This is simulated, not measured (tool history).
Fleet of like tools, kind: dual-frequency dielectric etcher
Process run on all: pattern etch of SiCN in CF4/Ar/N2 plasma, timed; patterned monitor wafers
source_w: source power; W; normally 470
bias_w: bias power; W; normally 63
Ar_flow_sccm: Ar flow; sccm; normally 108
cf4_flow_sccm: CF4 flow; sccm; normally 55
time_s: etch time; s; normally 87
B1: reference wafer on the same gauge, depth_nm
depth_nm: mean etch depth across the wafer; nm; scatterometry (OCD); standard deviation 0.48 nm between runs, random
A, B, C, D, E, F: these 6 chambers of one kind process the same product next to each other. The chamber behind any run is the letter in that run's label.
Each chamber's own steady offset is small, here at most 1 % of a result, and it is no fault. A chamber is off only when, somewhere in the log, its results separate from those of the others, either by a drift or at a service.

Run 1B, hour 3.1: usual settings; B1 56.567. Result: depth_nm 70.889 nm.
Run 2C, hour 6.6: usual settings; B1 56.693. Result: depth_nm 71.152 nm.
Run 3A, hour 9.3: usual settings; B1 56.579. Result: depth_nm 70.463 nm.
Run 4D, hour 14.5: usual settings; B1 56.593. Result: depth_nm 71.177 nm.
Run 5E, hour 18.3: usual settings; B1 56.623. Result: depth_nm 70.368 nm.
Run 6F, hour 23: usual settings but Ar_flow_sccm 82 sccm; B1 56.595. Result: depth_nm 72.885 nm.
Run 7A, hour 27.2: usual settings but Ar_flow_sccm 82 sccm; B1 56.534. Result: depth_nm 73.369 nm.
Run 8E, hour 30.4: usual settings but Ar_flow_sccm 82 sccm; B1 56.544. Result: depth_nm 74.382 nm.
Run 9F, hour 33.6: usual settings but Ar_flow_sccm 82 sccm; B1 56.505. Result: depth_nm 74.21 nm.
Run 10B, hour 38.9: usual settings but Ar_flow_sccm 82 sccm; B1 56.571. Result: depth_nm 73.405 nm.
Run 11C, hour 42.1: usual settings but Ar_flow_sccm 82 sccm; B1 56.493. Result: depth_nm 73.745 nm.
Run 12D, hour 46.7: usual settings; B1 56.621. Result: depth_nm 71.087 nm.
Run 13A, hour 50.8: usual settings; B1 56.592. Result: depth_nm 69.498 nm.
Run 14C, hour 53.8: usual settings but Ar_flow_sccm 99 sccm, time_s 74.5 s; B1 56.64. Result: depth_nm 61.654 nm.
Run 15E, hour 58.2: usual settings but Ar_flow_sccm 99 sccm, time_s 74.5 s; B1 56.661. Result: depth_nm 61.983 nm.
Run 16D, hour 63.4: usual settings but Ar_flow_sccm 99 sccm, time_s 74.5 s; B1 56.526. Result: depth_nm 61.597 nm.
Run 17B, hour 68.8: usual settings but Ar_flow_sccm 99 sccm, time_s 74.5 s; B1 56.675. Result: depth_nm 61.529 nm.
Run 18F, hour 72.4: usual settings but Ar_flow_sccm 99 sccm, time_s 74.5 s; B1 56.504. Result: depth_nm 60.931 nm.
Run 19F, hour 76: usual settings but Ar_flow_sccm 99 sccm, time_s 74.5 s; B1 56.637. Result: depth_nm 61.233 nm.
At hour 80.2: chamber B: wet clean of the chamber.
Run 20D, hour 81.7: usual settings; B1 56.601. Result: depth_nm 70.776 nm.
Run 21C, hour 84.9: usual settings but cf4_flow_sccm 48 sccm; B1 56.635. Result: depth_nm 67.991 nm.
Run 22B, hour 89.2: usual settings but cf4_flow_sccm 48 sccm; B1 56.544. Result: depth_nm 68.695 nm.
Run 23E, hour 92.7: usual settings but cf4_flow_sccm 48 sccm; B1 56.561. Result: depth_nm 69.517 nm.
Run 24A, hour 96.1: usual settings but cf4_flow_sccm 48 sccm; B1 56.571. Result: depth_nm 67.871 nm.
Run 25C, hour 98.8: usual settings but cf4_flow_sccm 48 sccm; B1 56.589. Result: depth_nm 68.836 nm.
Run 26E, hour 104.5: usual settings but cf4_flow_sccm 48 sccm; B1 56.662. Result: depth_nm 69.031 nm.
Run 27D, hour 108.6: usual settings; B1 56.637. Result: depth_nm 71.309 nm.
Run 28B, hour 112: usual settings; B1 56.529. Result: depth_nm 69.998 nm.
Run 29A, hour 115: usual settings; B1 56.642. Result: depth_nm 69.68 nm.
Run 30F, hour 118.6: usual settings; B1 56.658. Result: depth_nm 70.239 nm.
Run 31E, hour 123.9: usual settings but Ar_flow_sccm 119 sccm, cf4_flow_sccm 50 sccm; B1 56.622. Result: depth_nm 68.225 nm.
Run 32C, hour 128.9: usual settings but Ar_flow_sccm 119 sccm, cf4_flow_sccm 50 sccm; B1 56.712. Result: depth_nm 68.341 nm.
Run 33A, hour 134.1: usual settings but Ar_flow_sccm 119 sccm, cf4_flow_sccm 50 sccm; B1 56.58. Result: depth_nm 67.997 nm.
At hour 134.5: chamber D: wet clean of the chamber.
Run 34D, hour 138.7: usual settings but Ar_flow_sccm 119 sccm, cf4_flow_sccm 50 sccm; B1 56.642. Result: depth_nm 68.137 nm.
Run 35F, hour 143.9: usual settings but Ar_flow_sccm 119 sccm, cf4_flow_sccm 50 sccm; B1 56.502. Result: depth_nm 67.541 nm.
Run 36B, hour 149.1: usual settings but Ar_flow_sccm 119 sccm, cf4_flow_sccm 50 sccm; B1 56.639. Result: depth_nm 68.631 nm.
Run 37A, hour 154.9: usual settings; B1 56.579. Result: depth_nm 69.795 nm.
Run 38C, hour 159.4: usual settings but source_w 370 W, Ar_flow_sccm 93 sccm; B1 56.61. Result: depth_nm 57.772 nm.
Run 39E, hour 163.5: usual settings but source_w 370 W, Ar_flow_sccm 93 sccm; B1 56.605. Result: depth_nm 59.204 nm.
Run 40D, hour 166.4: usual settings but source_w 370 W, Ar_flow_sccm 93 sccm; B1 56.508. Result: depth_nm 58.645 nm.

Decide between three cases: one chamber stands off from its peers, the gauge reading all wafers drifts, or nothing is wrong past each chamber's small offset. Where a chamber is off, say which and what most likely put it there.

The fleet is healthy, with each chamber sitting at its usual small offset and no drift in the gauge.
